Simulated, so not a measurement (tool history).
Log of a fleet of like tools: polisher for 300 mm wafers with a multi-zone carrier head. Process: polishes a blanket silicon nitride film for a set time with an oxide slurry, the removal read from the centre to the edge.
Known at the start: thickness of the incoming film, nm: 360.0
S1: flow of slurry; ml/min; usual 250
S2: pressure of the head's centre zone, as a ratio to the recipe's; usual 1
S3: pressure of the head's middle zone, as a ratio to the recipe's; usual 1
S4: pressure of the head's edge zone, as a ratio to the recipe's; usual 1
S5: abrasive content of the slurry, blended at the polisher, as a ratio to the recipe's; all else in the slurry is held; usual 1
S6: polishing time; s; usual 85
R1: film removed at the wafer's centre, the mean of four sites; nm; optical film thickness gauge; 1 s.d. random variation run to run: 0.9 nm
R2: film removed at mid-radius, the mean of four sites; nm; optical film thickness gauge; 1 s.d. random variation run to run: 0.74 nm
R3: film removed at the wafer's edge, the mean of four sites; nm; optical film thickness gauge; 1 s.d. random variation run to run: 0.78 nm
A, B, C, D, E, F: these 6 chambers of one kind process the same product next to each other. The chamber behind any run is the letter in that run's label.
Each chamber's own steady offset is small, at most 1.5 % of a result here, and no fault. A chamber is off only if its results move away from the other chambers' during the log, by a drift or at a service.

run	day	S1	S2	S3	S4	S5	S6	R1	R2	R3
# day 0.004: chamber A: edge zone pressure recalibrated
1A	0.458	250	1	1	1	1	85	67.149	66.56	68.515
# day 0.704: chamber F: worn pad replaced by a new one
2F	0.871	250	1	1	1	1	85	66.507	66.422	66.042
# day 1.121: chamber D: centre zone pressure recalibrated
3B	1.304	250	1	1	1	1	85	65.986	68.445	67.015
4D	1.838	250	1	1	1	1	85	67.326	65.939	67.521
# day 2.067: chamber B: worn pad replaced by a new one
5E	2.121	250	1	1	1	1	85	68.12	68.784	68.07
# day 2.392: chamber C: worn pad replaced by a new one
6C	2.546	250	1	1	1	1	85	66.649	66.668	66.877
7C	2.85	250	1	1	1	1	85	68.336	67.118	67.055
8D	3.183	250	1	1	1	1	85	65.322	67.769	66.806
# day 3.192: chamber D: worn pad replaced by a new one
# day 3.329: chamber C: centre zone pressure recalibrated
9B	3.704	250	1	1	1.08	0.85	85	61.673	62.84	64.78
# day 3.988: chamber A: worn pad replaced by a new one
10A	4.217	250	1	1	1.08	0.85	85	62.389	61.665	65.046
11E	4.512	250	1	1	1.08	0.85	85	62.219	62.524	66.755
12F	4.808	250	1	1	1.08	0.85	85	62.158	61.081	64.611
# day 4.917: chamber F: worn pad replaced by a new one
13D	5.371	250	1	1	1.08	0.85	85	62.286	62.695	62.768
14A	5.729	250	1	1	1.08	0.85	85	63.73	61.796	63.903
# day 5.871: chamber E: worn pad replaced by a new one
# day 5.929: chamber B: worn pad replaced by a new one
15C	6.158	250	1	1	1	1	85	65.157	68.705	66.868
16F	6.612	250	1	1	1	1	85	68.42	67.948	68.395
17B	7.092	250	1	1	1	1	85	65.786	67.793	66.533
# day 7.221: chamber C: worn pad replaced by a new one
18E	7.679	250	1	1	1	1	85	67.397	67.592	66.311
# day 8.129: chamber F: edge zone pressure recalibrated
19A	8.171	250	1	1	1	1	85	69.159	66.876	67.512
20E	8.65	250	1	1	1	1	85	69.316	67.786	68.357
# day 8.854: chamber D: worn pad replaced by a new one
21C	9.104	250	0.95	1	0.89	1	85	62.911	67.859	63.699
# day 9.204: chamber F: worn pad replaced by a new one
22B	9.379	250	0.95	1	0.89	1	85	62.893	68.117	62.63
# day 9.542: chamber A: worn pad replaced by a new one
# day 9.671: chamber B: worn pad replaced by a new one
23F	9.829	250	0.95	1	0.89	1	85	62.588	66.512	63.333
24D	10.242	250	0.95	1	0.89	1	85	62.139	65.251	62.374
# day 10.488: chamber F: centre zone pressure recalibrated
# day 10.575: chamber C: slurry nozzle cleaned
# day 10.604: chamber E: slurry nozzle cleaned
25F	10.829	250	0.95	1	0.89	1	85	63.586	66.862	62.234
# day 11.208: chamber C: worn pad replaced by a new one
26C	11.425	250	0.95	1	0.89	1	85	64.25	66.258	63.884
# day 11.542: chamber D: edge zone pressure recalibrated
27E	11.933	250	1	1	1	1	85	67.771	67.276	67.491
28D	12.4	250	1	1	1	1	85	64.839	65.232	66.13
# day 12.492: chamber E: worn pad replaced by a new one
# day 12.754: chamber F: worn pad replaced by a new one
29A	12.888	250	1	1	1	1	85	68.272	66.648	67.018
# day 13.292: chamber B: worn pad replaced by a new one
30B	13.312	250	1	1	1	1	85	66.129	67.31	66.214
31A	13.704	250	1	1	1	1	85	67.746	67.327	67.842
32F	13.988	250	1	1	1	1	85	66.799	66.94	67.464
# day 14.029: chamber A: worn pad replaced by a new one
33C	14.408	250	1	1	1	1	85	67.175	67.58	67.165
34E	14.742	250	1	1	1	1	85	66.858	66.651	68.093
35B	15.05	250	1	1	1	1	85	67.028	67.799	68.961
# day 15.375: chamber D: worn pad replaced by a new one
36D	15.429	250	1	1	1	1	85	64.26	63.224	64.121
37E	15.875	250	0.94	0.94	1	1	85	63.622	63.416	67.353
# day 16.125: chamber C: worn pad replaced by a new one
38C	16.404	250	0.94	0.94	1	1	85	62.183	64.225	65.681
# day 16.738: chamber F: worn pad replaced by a new one
39A	16.992	250	0.94	0.94	1	1	85	62.835	62.366	67.109
40F	17.346	250	0.94	0.94	1	1	85	62.53	61.893	67.156

Is one chamber out of step, is the gauge drifting, or do the chambers differ by no more than their own small offsets? For an off chamber, give its letter and the likeliest cause.

It is chamber D that slowly wanders off from its peers.
Likeliest cause: slurry flow missing at the pad, % = 37.2.

Below are 4 candidate recipes for chamber D's next run, each the usual settings with a change, their results shown as question marks. Which of them brings D's results back in line with what the other chambers give on the usual settings?
In-line tolerance around the mean of the other chambers on the usual settings: R1 3.1 nm; R2 2.6 nm; R3 2.7 nm
41D-1	17.779	240	0.98	0.99	1.01	0.95	77	?	?	?
41D-2	17.779	245	0.99	1	1	1	81	?	?	?
41D-3	17.779	255	1.01	1	1	1	89	?	?	?
41D-4	17.779	260	1.02	1.01	0.99	1.05	93	?	?	?

Average result of the remaining chambers running the usual settings: R1 67.302 nm; R2 67.148 nm; R3 67.484 nm
run	R1	R2	R3
41D-1	53.952	55.132	56.884
41D-2	59.016	60.164	61.111
41D-3	66.801	66.571	67.492
41D-4	72.397	72.001	71.873
The right change is 41D-3: it brings the chamber back within the allowed miss of the others.
